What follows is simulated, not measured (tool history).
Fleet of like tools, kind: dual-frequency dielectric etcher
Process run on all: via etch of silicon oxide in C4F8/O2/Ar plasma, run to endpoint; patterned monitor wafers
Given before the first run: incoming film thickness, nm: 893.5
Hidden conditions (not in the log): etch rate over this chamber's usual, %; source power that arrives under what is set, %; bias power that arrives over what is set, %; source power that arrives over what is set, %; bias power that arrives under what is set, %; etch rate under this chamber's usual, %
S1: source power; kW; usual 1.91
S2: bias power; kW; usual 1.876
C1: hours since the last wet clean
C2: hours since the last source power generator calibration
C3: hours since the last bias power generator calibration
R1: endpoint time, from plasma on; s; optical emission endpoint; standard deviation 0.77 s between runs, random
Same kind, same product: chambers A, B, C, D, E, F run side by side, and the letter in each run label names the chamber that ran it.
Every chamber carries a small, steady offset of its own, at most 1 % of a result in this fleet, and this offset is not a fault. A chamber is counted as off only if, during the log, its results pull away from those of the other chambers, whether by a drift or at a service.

run	hour	S1	S2	C1	C2	C3	R1
1E	4.3	1.91	1.876	151	2594.7	633	183.16
2C	9.8	1.91	1.876	284	2240.5	431.3	181.19
3F	16.6	1.91	1.876	513.5	23.7	2037.2	182.44
4A	21.4	1.91	1.876	123	1517.8	473	183.62
5B	29.4	1.91	1.876	134.4	200.3	2668.1	185.75
6D	37.8	1.91	1.876	424.3	149.5	824.8	182.99
7C	43.7	1.91	1.876	317.9	2274.4	465.2	180.93
8B	53	1.91	1.876	158	223.9	2691.7	183.85
9A	61.7	1.91	1.876	163.3	1558.1	513.3	183.58
10D	69	1.91	1.876	455.5	180.7	856	184.89
11E	76.3	1.47	1.876	223	2666.7	705	203.61
12F	80.7	1.47	1.876	577.6	87.8	2101.3	204.36
# hour 82.2: chamber D: wet clean of the chamber
13B	89.8	1.47	1.876	194.8	260.7	2728.5	203.26
14F	97.9	1.47	1.876	594.8	105	2118.5	204.76
15D	107	1.47	1.876	24.9	218.7	894	204.28
16E	111.8	1.47	1.876	258.5	2702.2	740.5	205.22
17A	120.3	1.91	1.876	221.9	1616.7	571.9	183.14
18C	129.7	2.25	2.202	403.9	2360.4	551.2	164.64
19B	135.3	2.25	2.202	240.3	306.2	2774	163.79
20E	140.2	2.25	2.202	286.9	2730.6	768.9	163.24
# hour 144.2: chamber F: wet clean of the chamber
21D	146.1	2.25	2.202	64	257.8	933.1	163.07
22A	150.2	2.25	2.202	251.8	1646.6	601.8	164.21
23F	155	2.25	2.202	10.9	162.1	2175.6	164.22
24C	164.1	1.91	1.876	438.3	2394.8	585.6	186.17
25C	169	1.91	1.876	443.2	2399.7	590.5	186.22
26B	178.2	1.91	1.876	283.2	349.1	2816.9	184.31
27D	187.5	1.91	1.876	105.4	299.2	974.5	182.91
28F	195.1	1.91	1.876	51	202.2	2215.7	182.98
29E	203.1	1.91	1.876	349.8	2793.5	831.8	184.85
30A	208.6	1.91	1.876	310.2	1705	660.2	183.84
31A	217.2	1.91	1.876	318.8	1713.6	668.8	181.9
32C	225.9	1.91	1.876	500.1	2456.6	647.4	189.54
33E	234.7	1.91	1.876	381.4	2825.1	863.4	184.56
34D	243.5	1.91	1.876	161.4	355.2	1030.5	182.81
35B	249.6	1.91	1.876	354.6	420.5	2888.3	183.7
# hour 252.7: chamber A: wet clean of the chamber
36F	255.2	1.91	1.876	111.1	262.3	2275.8	183.12
37A	261.2	1.91	1.876	8.6	1757.6	712.8	183.79
38C	269.3	1.91	1.876	543.5	2500	690.8	189.68
39E	277	1.91	1.876	423.7	2867.4	905.7	184.9
40B	281.6	1.52	1.455	386.6	452.5	2920.3	215.76
# hour 285.8: chamber E: wet clean of the chamber
41D	286.3	1.52	1.455	204.2	398	1073.3	216.49
42F	292.1	1.52	1.455	148	299.2	2312.7	216.67
43E	298.8	1.52	1.455	13.1	2889.2	927.5	218.83

Each of the 6 chambers runs these same settings next. Fill in every chamber's results:
44A	305.5	1.59	1.876				?
44B	305.5	1.59	1.876				?
44C	305.5	1.59	1.876				?
44D	305.5	1.59	1.876				?
44E	305.5	1.59	1.876				?
44F	305.5	1.59	1.876				?

run	R1
44A	197.59
44B	196.76
44C	206.57
44D	197.39
44E	196.85
44F	195.3
